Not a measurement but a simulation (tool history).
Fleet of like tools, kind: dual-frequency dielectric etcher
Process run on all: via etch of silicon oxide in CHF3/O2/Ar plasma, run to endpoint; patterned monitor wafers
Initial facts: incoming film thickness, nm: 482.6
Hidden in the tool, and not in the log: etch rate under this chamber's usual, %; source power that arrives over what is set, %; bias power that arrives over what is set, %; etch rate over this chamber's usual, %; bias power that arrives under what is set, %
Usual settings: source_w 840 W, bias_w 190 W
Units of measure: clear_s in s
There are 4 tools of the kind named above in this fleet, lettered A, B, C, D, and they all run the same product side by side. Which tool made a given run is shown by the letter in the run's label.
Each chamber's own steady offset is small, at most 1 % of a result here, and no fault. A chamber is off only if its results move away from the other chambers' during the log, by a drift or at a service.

run	day	source_w	bias_w	hours since the last wet clean	hours since the last source power generator calibration	hours since the last bias power generator calibration	clear_s
1B	0.083	840	190	250.5	363.2	3971.6	210.56
2A	0.242	840	190	205.8	834.3	125.4	208.73
3C	0.412	840	190	319.2	1266.3	2159.3	211.71
4D	0.583	840	190	141.6	2698.3	3009.7	211.18
5D	0.721	1030	190	144.9	2701.6	3013	193.44
6C	0.858	1030	190	329.9	1277	2170	196.97
7B	0.954	1030	190	271.4	384.1	3992.5	195.95
8A	1.042	1030	190	225	853.5	144.6	196.39
9B	1.212	840	190	277.6	390.3	3998.7	211.68
# day 1.317: chamber C: wet clean of the chamber
10A	1.35	840	190	232.4	860.9	152	213.46
11D	1.479	840	190	163.1	2719.8	3031.2	209.67
12C	1.612	840	190	7.1	1295.1	2188.1	212.82
13D	1.721	840	190	168.9	2725.6	3037	210.77
14A	1.858	840	190	244.6	873.1	164.2	215.13
15C	2	840	190	16.4	1304.4	2197.4	213.38
16B	2.088	840	190	298.6	411.3	4019.7	209.73
17B	2.246	840	190	302.4	415.1	4023.5	210.55
18D	2.388	840	190	184.9	2741.6	3053	210.05
19A	2.496	840	190	259.9	888.4	179.5	212.3
20C	2.592	840	190	30.6	1318.6	2211.6	213.28
21B	2.762	840	190	314.8	427.5	4035.9	212.1
22A	2.875	840	190	269	897.5	188.6	217.01
23D	3.05	840	190	200.8	2757.5	3068.9	211.93
24C	3.167	840	190	44.4	1332.4	2225.4	212.34
25C	3.279	840	190	47.1	1335.1	2228.1	213.05
26B	3.383	970	224	329.7	442.4	4050.8	189.03
27A	3.533	970	224	284.8	913.3	204.4	194.56
28D	3.625	970	224	214.6	2771.3	3082.7	187.67
29D	3.708	970	224	216.6	2773.3	3084.7	187.43
30A	3.867	840	190	292.8	921.3	212.4	218.76
31C	4.004	840	190	64.5	1352.5	2245.5	213.79
32B	4.171	840	190	348.6	461.3	4069.7	211.85

Each of the 4 chambers runs these same settings next. Fill in every chamber's results:
33A	4.3	670	190				?
33B	4.3	670	190				?
33C	4.3	670	190				?
33D	4.3	670	190				?

run	clear_s
33A	238.94
33B	229.13
33C	231.84
33D	231

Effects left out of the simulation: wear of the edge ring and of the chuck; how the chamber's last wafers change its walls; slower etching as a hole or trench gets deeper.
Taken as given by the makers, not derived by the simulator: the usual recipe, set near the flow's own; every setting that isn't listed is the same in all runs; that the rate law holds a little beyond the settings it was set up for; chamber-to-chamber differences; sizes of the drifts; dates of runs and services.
